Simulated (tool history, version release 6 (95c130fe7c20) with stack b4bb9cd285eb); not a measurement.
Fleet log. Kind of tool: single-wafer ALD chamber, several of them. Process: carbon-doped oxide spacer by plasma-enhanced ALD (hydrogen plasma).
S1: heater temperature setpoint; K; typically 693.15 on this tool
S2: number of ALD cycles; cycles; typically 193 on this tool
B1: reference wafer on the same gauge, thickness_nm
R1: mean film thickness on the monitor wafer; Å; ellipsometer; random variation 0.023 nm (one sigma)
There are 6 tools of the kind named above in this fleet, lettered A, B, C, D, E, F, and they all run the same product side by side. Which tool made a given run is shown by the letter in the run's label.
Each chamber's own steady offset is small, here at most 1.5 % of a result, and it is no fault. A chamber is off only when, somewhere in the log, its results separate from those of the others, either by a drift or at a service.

run   hour      S1   S2      B1       R1
 1C    9.3  693.15  193  8.2483   91.283
 2D   15.5  693.15  193  8.2526   89.914
 3A   24.1  693.15  193  8.2488   90.809
 4B   29.6  693.15  193  8.2471   91.275
 5F   38.7  693.15  193  8.2472   90.606
 6E   44.1  693.15  193  8.2495   90.410
 7C   52.0  693.15  193  8.2528   91.312
 8E   61.7  701.15  193  8.2464   88.534
 9F   67.6  701.15  193  8.2550   87.541
10D   73.5  701.15  193  8.2499   87.286
11A   78.7  701.15  193  8.2502   88.236
12B   83.6  701.15  193  8.2505   89.288
13E   92.7  701.15  193  8.2498   88.523
14F  102.7  693.15  193  8.2470   90.312
15A  112.9  693.15  193  8.2573   90.943
16C  122.2  693.15  193  8.2496   91.464
17D  130.3  693.15  193  8.2501   89.824
18B  136.9  693.15  225  8.2503  106.680
19F  143.7  693.15  225  8.2451  104.680
20A  149.7  693.15  225  8.2479  105.820
21C  159.8  693.15  225  8.2479  106.350
22D  167.0  693.15  225  8.2488  104.340
23B  173.4  693.15  225  8.2490  106.630
24E  180.1  693.15  193  8.2516   90.708
25B  190.1  693.15  193  8.2543   91.415
26D  196.3  693.15  193  8.2470   90.163
27A  205.2  693.15  193  8.2501   91.047
28F  213.6  688.15  193  8.2504   91.690
29C  223.5  688.15  193  8.2531   92.809
30E  228.1  688.15  193  8.2509   91.857
31B  237.0  688.15  193  8.2506   92.868
32D  241.7  688.15  193  8.2531   91.346
33E  248.6  688.15  193  8.2502   92.177
34A  256.2  693.15  193  8.2526   90.876
     258.9  -- chamber F: thermocouple changed; heater temperature recalibrated
35C  266.1  684.15  218  8.2570  105.680
36F  275.0  684.15  218  8.2456  105.040

Decide between three cases: one chamber stands off from its peers, the gauge reading all wafers drifts, or nothing is wrong past each chamber's small offset. Where a chamber is off, say which and what most likely put it there.

The fleet is healthy, with each chamber sitting at its usual small offset and no drift in the gauge.
